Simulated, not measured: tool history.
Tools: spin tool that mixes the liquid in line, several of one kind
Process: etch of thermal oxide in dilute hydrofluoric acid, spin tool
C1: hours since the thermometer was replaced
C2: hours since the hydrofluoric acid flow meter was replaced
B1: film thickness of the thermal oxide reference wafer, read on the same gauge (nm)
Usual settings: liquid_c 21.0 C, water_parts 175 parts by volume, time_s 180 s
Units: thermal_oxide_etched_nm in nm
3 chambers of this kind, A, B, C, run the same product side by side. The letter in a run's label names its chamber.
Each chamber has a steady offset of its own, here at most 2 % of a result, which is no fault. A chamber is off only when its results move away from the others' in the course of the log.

run 1B day=0.542 | liquid_c=21.0 water_parts=175 time_s=180 | C1=966.2 C2=214.8 | B1=100.020 | thermal_oxide_etched_nm=3.9268
-- day=0.875 chamber A: hydrofluoric acid flow meter replaced
run 2C day=0.962 | liquid_c=21.0 water_parts=175 time_s=180 | C1=442.8 C2=1891.5 | B1=99.974 | thermal_oxide_etched_nm=4.0193
run 3A day=1.312 | liquid_c=21.0 water_parts=175 time_s=180 | C1=1112.0 C2=10.6 | B1=100.020 | thermal_oxide_etched_nm=4.0403
run 4C day=1.683 | liquid_c=21.0 water_parts=175 time_s=180 | C1=460.1 C2=1908.8 | B1=100.000 | thermal_oxide_etched_nm=3.9758
run 5B day=2.212 | liquid_c=21.0 water_parts=175 time_s=180 | C1=1006.3 C2=254.9 | B1=100.020 | thermal_oxide_etched_nm=3.9893
run 6A day=2.662 | liquid_c=21.0 water_parts=175 time_s=180 | C1=1144.4 C2=43.0 | B1=99.976 | thermal_oxide_etched_nm=4.0333
run 7C day=3.000 | liquid_c=21.0 water_parts=175 time_s=180 | C1=491.7 C2=1940.4 | B1=100.030 | thermal_oxide_etched_nm=4.0137
run 8A day=3.554 | liquid_c=21.0 water_parts=175 time_s=180 | C1=1165.8 C2=64.4 | B1=100.010 | thermal_oxide_etched_nm=4.0773
run 9B day=4.121 | liquid_c=23.5 water_parts=130 time_s=180 | C1=1052.1 C2=300.7 | B1=99.961 | thermal_oxide_etched_nm=6.2094
run 10B day=4.417 | liquid_c=23.5 water_parts=130 time_s=180 | C1=1059.2 C2=307.8 | B1=99.991 | thermal_oxide_etched_nm=6.2592
run 11C day=4.954 | liquid_c=23.5 water_parts=130 time_s=180 | C1=538.6 C2=1987.3 | B1=100.020 | thermal_oxide_etched_nm=6.1438
run 12A day=5.317 | liquid_c=21.0 water_parts=175 time_s=180 | C1=1208.1 C2=106.7 | B1=99.977 | thermal_oxide_etched_nm=4.0126
run 13B day=5.754 | liquid_c=21.0 water_parts=175 time_s=180 | C1=1091.3 C2=339.9 | B1=100.010 | thermal_oxide_etched_nm=3.9971
run 14C day=6.350 | liquid_c=21.0 water_parts=175 time_s=280 | C1=572.1 C2=2020.8 | B1=100.020 | thermal_oxide_etched_nm=6.2398
run 15A day=6.921 | liquid_c=21.0 water_parts=175 time_s=280 | C1=1246.6 C2=145.2 | B1=99.976 | thermal_oxide_etched_nm=6.3249
run 16A day=7.375 | liquid_c=21.0 water_parts=175 time_s=280 | C1=1257.5 C2=156.1 | B1=100.010 | thermal_oxide_etched_nm=6.2216
run 17C day=7.938 | liquid_c=21.0 water_parts=175 time_s=180 | C1=610.2 C2=2058.9 | B1=100.010 | thermal_oxide_etched_nm=3.9949
run 18B day=8.417 | liquid_c=21.0 water_parts=175 time_s=180 | C1=1155.2 C2=403.8 | B1=99.976 | thermal_oxide_etched_nm=3.9475
run 19A day=9.000 | liquid_c=21.0 water_parts=175 time_s=180 | C1=1296.5 C2=195.1 | B1=100.000 | thermal_oxide_etched_nm=4.0961
run 20C day=9.317 | liquid_c=21.0 water_parts=175 time_s=180 | C1=643.3 C2=2092.0 | B1=99.984 | thermal_oxide_etched_nm=3.9740
run 21B day=9.667 | liquid_c=21.0 water_parts=175 time_s=180 | C1=1185.2 C2=433.8 | B1=99.987 | thermal_oxide_etched_nm=3.9826
run 22C day=10.104 | liquid_c=21.0 water_parts=175 time_s=180 | C1=662.2 C2=2110.9 | B1=99.993 | thermal_oxide_etched_nm=4.0473
run 23B day=10.500 | liquid_c=21.0 water_parts=175 time_s=180 | C1=1205.2 C2=453.8 | B1=100.010 | thermal_oxide_etched_nm=3.9571
run 24A day=11.104 | liquid_c=21.0 water_parts=175 time_s=180 | C1=1347.0 C2=245.6 | B1=100.020 | thermal_oxide_etched_nm=4.1114
run 25B day=11.700 | liquid_c=21.0 water_parts=175 time_s=180 | C1=1234.0 C2=482.6 | B1=100.040 | thermal_oxide_etched_nm=4.0059
run 26A day=12.050 | liquid_c=21.0 water_parts=175 time_s=180 | C1=1369.7 C2=268.3 | B1=100.020 | thermal_oxide_etched_nm=4.2151
run 27C day=12.354 | liquid_c=21.0 water_parts=175 time_s=180 | C1=716.2 C2=2164.9 | B1=100.010 | thermal_oxide_etched_nm=3.9652
run 28A day=12.625 | liquid_c=21.0 water_parts=175 time_s=180 | C1=1383.5 C2=282.1 | B1=99.975 | thermal_oxide_etched_nm=4.0971
run 29C day=12.988 | liquid_c=21.0 water_parts=175 time_s=180 | C1=731.4 C2=2180.1 | B1=100.010 | thermal_oxide_etched_nm=3.9798
run 30B day=13.571 | liquid_c=21.0 water_parts=175 time_s=180 | C1=1278.9 C2=527.5 | B1=99.975 | thermal_oxide_etched_nm=4.0097
run 31C day=14.138 | liquid_c=21.0 water_parts=175 time_s=180 | C1=759.0 C2=2207.7 | B1=100.020 | thermal_oxide_etched_nm=3.9294
run 32B day=14.608 | liquid_c=21.0 water_parts=175 time_s=180 | C1=1303.8 C2=552.4 | B1=100.030 | thermal_oxide_etched_nm=3.9421
run 33A day=15.146 | liquid_c=21.0 water_parts=175 time_s=180 | C1=1444.0 C2=342.6 | B1=99.994 | thermal_oxide_etched_nm=4.1593
run 34A day=15.496 | liquid_c=21.0 water_parts=175 time_s=180 | C1=1452.4 C2=351.0 | B1=99.952 | thermal_oxide_etched_nm=4.1778
run 35B day=16.025 | liquid_c=21.0 water_parts=175 time_s=180 | C1=1337.8 C2=586.4 | B1=99.970 | thermal_oxide_etched_nm=3.9658
run 36C day=16.392 | liquid_c=21.0 water_parts=175 time_s=180 | C1=813.1 C2=2261.8 | B1=100.040 | thermal_oxide_etched_nm=4.0099
run 37C day=16.929 | liquid_c=21.0 water_parts=175 time_s=180 | C1=826.0 C2=2274.7 | B1=100.020 | thermal_oxide_etched_nm=4.0194
run 38B day=17.433 | liquid_c=21.0 water_parts=175 time_s=180 | C1=1371.6 C2=620.2 | B1=99.970 | thermal_oxide_etched_nm=3.9389
run 39A day=17.912 | liquid_c=25.5 water_parts=175 time_s=145 | C1=1510.4 C2=409.0 | B1=100.000 | thermal_oxide_etched_nm=4.0778
run 40B day=18.196 | liquid_c=25.5 water_parts=175 time_s=145 | C1=1389.9 C2=638.5 | B1=100.010 | thermal_oxide_etched_nm=3.8255
run 41A day=18.479 | liquid_c=25.5 water_parts=175 time_s=145 | C1=1524.0 C2=422.6 | B1=99.979 | thermal_oxide_etched_nm=4.0211
run 42C day=19.058 | liquid_c=21.0 water_parts=175 time_s=110 | C1=877.1 C2=2325.8 | B1=100.030 | thermal_oxide_etched_nm=2.4566
run 43C day=19.583 | liquid_c=21.0 water_parts=175 time_s=110 | C1=889.7 C2=2338.4 | B1=100.000 | thermal_oxide_etched_nm=2.4436
run 44B day=20.042 | liquid_c=21.0 water_parts=175 time_s=110 | C1=1434.2 C2=682.8 | B1=100.000 | thermal_oxide_etched_nm=2.4581

What goes on in this fleet: one chamber off, a drifting gauge, or nothing beyond the chambers' own small offsets? Name the chamber and the cause, if any.

Chamber A drifts away from the others.
Cause: liquid hotter than its thermometer reads (K) = 1.65.
The log may not tell that from: hydrofluoric acid flow above the setpoint (%).

Here are 4 candidates for chamber A's next run, each the usual settings with a change, their results left as question marks. Which one brings its results back in line with what the others give on the usual settings?
In line means no further than this from the other chambers' mean on the usual settings: thermal_oxide_etched_nm 0.1300 nm
run 45A-1 day=20.483 | liquid_c=21.0 water_parts=170 time_s=185 | thermal_oxide_etched_nm=?
run 45A-2 day=20.483 | liquid_c=21.0 water_parts=175 time_s=155 | thermal_oxide_etched_nm=?
run 45A-3 day=20.483 | liquid_c=21.5 water_parts=155 time_s=180 | thermal_oxide_etched_nm=?
run 45A-4 day=20.483 | liquid_c=21.0 water_parts=180 time_s=175 | thermal_oxide_etched_nm=?

The other chambers' mean on the usual settings: thermal_oxide_etched_nm 3.9866 nm
run=45A-1 thermal_oxide_etched_nm=4.5592
run=45A-2 thermal_oxide_etched_nm=3.6900
run=45A-3 thermal_oxide_etched_nm=5.0457
run=45A-4 thermal_oxide_etched_nm=4.0279
45A-4 brings the chamber back in line.
